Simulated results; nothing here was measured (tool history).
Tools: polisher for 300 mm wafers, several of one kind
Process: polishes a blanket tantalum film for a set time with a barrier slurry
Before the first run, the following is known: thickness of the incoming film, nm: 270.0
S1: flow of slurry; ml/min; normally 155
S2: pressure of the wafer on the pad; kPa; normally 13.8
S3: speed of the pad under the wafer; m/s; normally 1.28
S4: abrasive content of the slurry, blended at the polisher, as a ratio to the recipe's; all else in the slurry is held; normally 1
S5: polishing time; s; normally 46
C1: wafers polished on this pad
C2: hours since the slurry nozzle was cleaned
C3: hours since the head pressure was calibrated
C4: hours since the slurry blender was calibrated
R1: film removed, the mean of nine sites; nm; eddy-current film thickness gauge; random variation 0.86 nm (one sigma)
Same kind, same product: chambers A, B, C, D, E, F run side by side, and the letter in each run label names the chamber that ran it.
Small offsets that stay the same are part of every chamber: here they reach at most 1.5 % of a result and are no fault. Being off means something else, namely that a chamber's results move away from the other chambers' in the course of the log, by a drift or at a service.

| run | hour | S1 | S2 | S3 | S4 | S5 | C1 | C2 | C3 | C4 | R1 |
|---|---|---|---|---|---|---|---|---|---|---|---|
|  | 2.9 | chamber A: worn pad replaced by a new one |
| 1E | 5.1 | 155 | 13.8 | 1.28 | 1 | 46 | 518 | 572.0 | 592.3 | 117.4 | 116.680 |
| 2A | 8.9 | 155 | 13.8 | 1.28 | 1 | 46 | 65 | 181.2 | 283.4 | 99.2 | 114.900 |
|  | 12.1 | chamber E: worn pad replaced by a new one |
| 3B | 12.9 | 155 | 13.8 | 1.28 | 1 | 46 | 215 | 56.4 | 280.1 | 325.5 | 114.550 |
|  | 14.9 | chamber C: worn pad replaced by a new one |
| 4C | 17.3 | 155 | 13.8 | 1.28 | 1 | 46 | 26 | 214.6 | 1077.6 | 32.9 | 112.900 |
| 5D | 21.9 | 155 | 13.8 | 1.28 | 1 | 46 | 326 | 41.7 | 1318.5 | 101.0 | 113.910 |
| 6F | 27.9 | 155 | 13.8 | 1.28 | 1 | 46 | 360 | 475.7 | 332.5 | 271.6 | 113.860 |
| 7D | 32.4 | 155 | 13.8 | 1.06 | 1 | 46 | 439 | 52.2 | 1329.0 | 111.5 | 94.652 |
| 8B | 36.5 | 155 | 13.8 | 1.06 | 1 | 46 | 469 | 80.0 | 303.7 | 349.1 | 95.305 |
| 9C | 40.3 | 155 | 13.8 | 1.06 | 1 | 46 | 274 | 237.6 | 1100.6 | 55.9 | 93.348 |
|  | 43.3 | chamber D: worn pad replaced by a new one |
|  | 43.9 | chamber E: slurry nozzle cleaned |
| 10F | 44.9 | 155 | 13.8 | 1.06 | 1 | 46 | 543 | 492.7 | 349.5 | 288.6 | 95.854 |
| 11E | 48.5 | 155 | 13.8 | 1.06 | 1 | 46 | 392 | 4.6 | 635.7 | 160.8 | 95.348 |
| 12A | 52.5 | 155 | 13.8 | 1.06 | 1 | 46 | 534 | 224.8 | 327.0 | 142.8 | 97.118 |
|  | 56.4 | chamber B: worn pad replaced by a new one |
| 13B | 59.5 | 155 | 13.8 | 1.28 | 1 | 46 | 33 | 103.0 | 326.7 | 372.1 | 114.900 |
|  | 61.4 | chamber E: worn pad replaced by a new one |
| 14D | 63.8 | 155 | 15.9 | 1.28 | 1 | 54 | 221 | 83.6 | 1360.4 | 142.9 | 155.330 |
|  | 67.0 | chamber F: worn pad replaced by a new one |
| 15A | 68.8 | 155 | 15.9 | 1.28 | 1 | 54 | 709 | 241.1 | 343.3 | 159.1 | 156.990 |
| 16C | 73.8 | 155 | 15.9 | 1.28 | 1 | 54 | 634 | 271.1 | 1134.1 | 89.4 | 152.090 |
|  | 78.4 | chamber C: worn pad replaced by a new one |
| 17F | 78.7 | 155 | 15.9 | 1.28 | 1 | 54 | 126 | 526.5 | 383.3 | 322.4 | 157.940 |
|  | 80.3 | chamber A: slurry blender recalibrated |
| 18E | 84.7 | 155 | 15.9 | 1.28 | 1 | 54 | 251 | 40.8 | 671.9 | 197.0 | 158.500 |
| 19F | 88.3 | 155 | 15.9 | 1.28 | 1 | 54 | 229 | 536.1 | 392.9 | 332.0 | 156.470 |
|  | 90.2 | chamber C: slurry blender recalibrated |
|  | 90.3 | chamber F: head pressure recalibrated |
| 20A | 95.5 | 155 | 13.8 | 1.28 | 1 | 46 | 996 | 267.8 | 370.0 | 15.3 | 115.840 |
|  | 95.7 | chamber D: worn pad replaced by a new one |
| 21B | 100.4 | 185 | 13.8 | 1.28 | 1 | 57 | 473 | 143.9 | 367.6 | 413.0 | 145.940 |
| 22E | 104.0 | 185 | 13.8 | 1.28 | 1 | 57 | 459 | 60.1 | 691.2 | 216.3 | 149.570 |
| 23D | 108.2 | 185 | 13.8 | 1.28 | 1 | 57 | 134 | 128.0 | 1404.8 | 187.3 | 143.350 |
|  | 111.0 | chamber D: head pressure recalibrated |
|  | 114.1 | chamber E: worn pad replaced by a new one |
| 24C | 115.0 | 185 | 13.8 | 1.28 | 1 | 57 | 394 | 312.3 | 1175.3 | 24.8 | 145.600 |
| 25A | 120.1 | 185 | 13.8 | 1.28 | 1 | 57 | 1261 | 292.4 | 394.6 | 39.9 | 145.920 |
|  | 120.3 | chamber D: slurry blender recalibrated |
|  | 121.6 | chamber A: worn pad replaced by a new one |
| 26C | 124.9 | 185 | 13.8 | 1.28 | 1 | 57 | 501 | 322.2 | 1185.2 | 34.7 | 141.930 |
|  | 125.2 | chamber B: worn pad replaced by a new one |
| 27F | 129.2 | 155 | 13.8 | 1.28 | 1 | 46 | 669 | 577.0 | 38.9 | 372.9 | 116.320 |
| 28E | 135.3 | 155 | 13.8 | 1.28 | 1 | 46 | 228 | 91.4 | 722.5 | 247.6 | 116.820 |
|  | 137.4 | chamber F: worn pad replaced by a new one |
|  | 139.0 | chamber B: slurry nozzle cleaned |
|  | 139.7 | chamber F: slurry blender recalibrated |
| 29D | 141.3 | 120 | 13.8 | 1.28 | 1 | 46 | 491 | 161.1 | 30.4 | 21.0 | 113.800 |
| 30B | 146.1 | 120 | 13.8 | 1.28 | 1 | 46 | 225 | 7.2 | 413.3 | 458.7 | 109.510 |
|  | 147.2 | chamber D: worn pad replaced by a new one |
| 31B | 151.7 | 120 | 13.8 | 1.28 | 1 | 46 | 285 | 12.8 | 418.9 | 464.3 | 109.800 |
|  | 153.6 | chamber C: worn pad replaced by a new one |
| 32E | 155.5 | 120 | 13.8 | 1.28 | 1 | 46 | 445 | 111.6 | 742.7 | 267.8 | 110.810 |
| 33C | 159.9 | 120 | 13.8 | 1.28 | 1 | 46 | 68 | 357.2 | 1220.2 | 69.7 | 109.320 |
| 34F | 164.2 | 120 | 13.8 | 1.28 | 1 | 46 | 288 | 612.0 | 73.9 | 24.6 | 109.770 |
| 35D | 168.2 | 155 | 13.8 | 1.28 | 1 | 46 | 226 | 188.0 | 57.3 | 47.9 | 119.900 |
| 36A | 171.4 | 155 | 13.8 | 1.28 | 1 | 46 | 536 | 343.7 | 445.9 | 91.2 | 116.230 |
|  | 173.1 | chamber E: slurry blender recalibrated |
|  | 174.1 | chamber E: worn pad replaced by a new one |
| 37E | 178.1 | 155 | 13.8 | 1.28 | 1 | 46 | 43 | 134.2 | 765.3 | 5.1 | 115.730 |
| 38D | 183.3 | 155 | 13.8 | 1.28 | 1 | 46 | 389 | 203.1 | 72.4 | 63.0 | 118.240 |
| 39C | 189.3 | 155 | 13.8 | 1.28 | 1 | 46 | 384 | 386.6 | 1249.6 | 99.1 | 113.380 |
| 40F | 193.7 | 155 | 13.8 | 1.28 | 1 | 46 | 606 | 641.5 | 103.4 | 54.1 | 116.580 |
| 41A | 196.9 | 155 | 13.8 | 1.28 | 1 | 46 | 810 | 369.2 | 471.4 | 116.7 | 116.060 |

Has any chamber moved away from the others, gradually or after a service, or does the common gauge drift, or do the chambers differ only by their own small steady offsets? State the chamber and the most likely cause if one applies.

The work done on chamber D during a service left it standing apart from the others.
Likeliest cause: head's pressure above its setpoint, % = 4.59.

Chamber D could run next with any of the 4 candidate recipes listed below; each alters the usual settings, and their results appear as question marks. Which one brings its results back in line with what the other chambers deliver on the usual settings?
In-line tolerance around the mean of the other chambers on the usual settings: R1 3.000 nm
| 42D-1 | 202.1 | 155 | 13.8 | 1.28 | 1.00 | 42 |  |  |  |  | ? |
| 42D-2 | 202.1 | 155 | 13.8 | 1.28 | 1.15 | 46 |  |  |  |  | ? |
| 42D-3 | 202.1 | 155 | 13.8 | 1.24 | 1.00 | 46 |  |  |  |  | ? |
| 42D-4 | 202.1 | 155 | 13.8 | 1.28 | 1.40 | 46 |  |  |  |  | ? |

Average result of the remaining chambers running the usual settings: R1 115.080 nm
| run | R1 |
|---|---|
| 42D-1 | 109.550 |
| 42D-2 | 124.570 |
| 42D-3 | 116.180 |
| 42D-4 | 130.550 |
It is 42D-3 that realigns the chamber with its peers.

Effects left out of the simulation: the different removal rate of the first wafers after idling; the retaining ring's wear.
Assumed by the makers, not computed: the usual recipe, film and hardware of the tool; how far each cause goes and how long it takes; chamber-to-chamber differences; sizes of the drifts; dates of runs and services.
